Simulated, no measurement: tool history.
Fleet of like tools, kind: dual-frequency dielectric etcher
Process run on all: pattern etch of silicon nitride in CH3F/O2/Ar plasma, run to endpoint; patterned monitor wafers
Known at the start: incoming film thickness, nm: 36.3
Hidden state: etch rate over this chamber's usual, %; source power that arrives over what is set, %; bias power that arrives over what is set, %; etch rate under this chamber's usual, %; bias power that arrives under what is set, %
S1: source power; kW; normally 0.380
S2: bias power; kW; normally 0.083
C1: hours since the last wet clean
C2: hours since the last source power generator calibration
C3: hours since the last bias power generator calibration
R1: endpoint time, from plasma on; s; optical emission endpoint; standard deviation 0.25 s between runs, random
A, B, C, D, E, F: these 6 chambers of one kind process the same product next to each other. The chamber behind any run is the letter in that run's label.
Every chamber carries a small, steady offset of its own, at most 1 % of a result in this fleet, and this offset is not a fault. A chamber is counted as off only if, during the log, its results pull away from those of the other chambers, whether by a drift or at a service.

Run 1A, hour 11.1: usual settings; C1 275.3; C2 1057.7; C3 1357.6. Result: R1 50.711 s.
At hour 15.2: chamber F: bias power generator calibrated.
Run 2F, hour 17.1: usual settings; C1 239.0; C2 1385.5; C3 2.0. Result: R1 51.116 s.
Run 3B, hour 22.9: usual settings; C1 500.4; C2 4058.0; C3 2431.7. Result: R1 50.793 s.
Run 4C, hour 31.9: usual settings; C1 415.9; C2 2930.3; C3 1176.0. Result: R1 50.537 s.
Run 5D, hour 37.5: usual settings; C1 235.6; C2 998.7; C3 3846.3. Result: R1 50.746 s.
Run 6E, hour 48.6: usual settings; C1 404.5; C2 785.6; C3 856.0. Result: R1 50.616 s.
Run 7E, hour 54.2: usual settings; C1 410.1; C2 791.2; C3 861.6. Result: R1 50.468 s.
Run 8D, hour 61.4: usual settings; C1 259.5; C2 1022.6; C3 3870.2. Result: R1 50.626 s.
Run 9A, hour 66.9: usual settings; C1 331.1; C2 1113.5; C3 1413.4. Result: R1 51.033 s.
At hour 68.6: chamber B: wet clean of the chamber.
Run 10C, hour 74.5: usual settings; C1 458.5; C2 2972.9; C3 1218.6. Result: R1 50.848 s.
Run 11F, hour 82.7: usual settings; C1 304.6; C2 1451.1; C3 67.6. Result: R1 50.988 s.
Run 12B, hour 92.9: usual settings; C1 24.3; C2 4128.0; C3 2501.7. Result: R1 50.960 s.
At hour 93.2: chamber A: wet clean of the chamber.
Run 13A, hour 102.9: usual settings; C1 9.7; C2 1149.5; C3 1449.4. Result: R1 51.424 s.
Run 14E, hour 109.3: usual settings; C1 465.2; C2 846.3; C3 916.7. Result: R1 50.204 s.
Run 15F, hour 116.3: usual settings; C1 338.2; C2 1484.7; C3 101.2. Result: R1 50.937 s.
Run 16B, hour 126.2: usual settings; C1 57.6; C2 4161.3; C3 2535.0. Result: R1 50.716 s.
Run 17C, hour 136.5: usual settings; C1 520.5; C2 3034.9; C3 1280.6. Result: R1 50.287 s.
Run 18D, hour 145.0: usual settings but S1 0.420 kW, S2 0.071 kW; C1 343.1; C2 1106.2; C3 3953.8. Result: R1 51.669 s.
Run 19A, hour 151.3: usual settings but S1 0.420 kW, S2 0.071 kW; C1 58.1; C2 1197.9; C3 1497.8. Result: R1 52.347 s.
Run 20E, hour 162.0: usual settings but S1 0.420 kW, S2 0.071 kW; C1 517.9; C2 899.0; C3 969.4. Result: R1 51.213 s.
At hour 166.1: chamber D: wet clean of the chamber.
Run 21F, hour 168.5: usual settings but S1 0.420 kW, S2 0.071 kW; C1 390.4; C2 1536.9; C3 153.4. Result: R1 51.536 s.
Run 22B, hour 177.6: usual settings but S1 0.420 kW, S2 0.071 kW; C1 109.0; C2 4212.7; C3 2586.4. Result: R1 51.175 s.
Run 23D, hour 184.5: usual settings but S1 0.420 kW, S2 0.071 kW; C1 18.5; C2 1145.7; C3 3993.3. Result: R1 51.530 s.
Run 24C, hour 189.4: usual settings; C1 573.4; C2 3087.8; C3 1333.5. Result: R1 50.632 s.
Run 25A, hour 197.4: usual settings; C1 104.2; C2 1244.0; C3 1543.9. Result: R1 51.480 s.
Run 26C, hour 205.9: usual settings; C1 589.9; C2 3104.3; C3 1350.0. Result: R1 50.425 s.
Run 27E, hour 214.1: usual settings; C1 570.0; C2 951.1; C3 1021.5. Result: R1 50.346 s.
Run 28B, hour 221.8: usual settings; C1 153.2; C2 4256.9; C3 2630.6. Result: R1 51.293 s.
Run 29F, hour 228.7: usual settings; C1 450.6; C2 1597.1; C3 213.6. Result: R1 50.630 s.
Run 30D, hour 236.1: usual settings; C1 70.1; C2 1197.3; C3 4044.9. Result: R1 50.787 s.
Run 31D, hour 242.7: usual settings; C1 76.7; C2 1203.9; C3 4051.5. Result: R1 50.954 s.
Run 32C, hour 248.5: usual settings; C1 632.5; C2 3146.9; C3 1392.6. Result: R1 50.272 s.
Run 33B, hour 258.7: usual settings but S1 0.350 kW, S2 0.069 kW; C1 190.1; C2 4293.8; C3 2667.5. Result: R1 55.880 s.
At hour 264.2: chamber C: wet clean of the chamber.
Run 34E, hour 267.0: usual settings but S1 0.350 kW, S2 0.069 kW; C1 622.9; C2 1004.0; C3 1074.4. Result: R1 55.474 s.
Run 35F, hour 275.4: usual settings but S1 0.350 kW, S2 0.069 kW; C1 497.3; C2 1643.8; C3 260.3. Result: R1 56.384 s.
At hour 282.5: chamber F: wet clean of the chamber.
Run 36A, hour 284.6: usual settings but S1 0.350 kW, S2 0.069 kW; C1 191.4; C2 1331.2; C3 1631.1. Result: R1 56.599 s.
Run 37A, hour 292.6: usual settings but S1 0.350 kW, S2 0.069 kW; C1 199.4; C2 1339.2; C3 1639.1. Result: R1 55.761 s.
Run 38B, hour 302.9: usual settings but S1 0.350 kW, S2 0.069 kW; C1 234.3; C2 4338.0; C3 2711.7. Result: R1 55.823 s.
Run 39E, hour 310.8: usual settings; C1 666.7; C2 1047.8; C3 1118.2. Result: R1 50.661 s.
Run 40C, hour 321.7: usual settings; C1 57.5; C2 3220.1; C3 1465.8. Result: R1 50.290 s.
Run 41D, hour 328.9: usual settings; C1 162.9; C2 1290.1; C3 4137.7. Result: R1 51.476 s.
Run 42F, hour 338.1: usual settings; C1 55.6; C2 1706.5; C3 323.0. Result: R1 50.959 s.
Run 43D, hour 344.4: usual settings; C1 178.4; C2 1305.6; C3 4153.2. Result: R1 50.827 s.

The same settings go to every chamber for the next run, one line per chamber below. Forecast the results for each:
Run 44A, hour 352.4: usual settings but S2 0.095 kW. Result: R1 ?.
Run 44B, hour 352.4: usual settings but S2 0.095 kW. Result: R1 ?.
Run 44C, hour 352.4: usual settings but S2 0.095 kW. Result: R1 ?.
Run 44D, hour 352.4: usual settings but S2 0.095 kW. Result: R1 ?.
Run 44E, hour 352.4: usual settings but S2 0.095 kW. Result: R1 ?.
Run 44F, hour 352.4: usual settings but S2 0.095 kW. Result: R1 ?.

run      R1
44A  48.718
44B  47.983
44C  47.834
44D  48.623
44E  48.033
44F  48.611
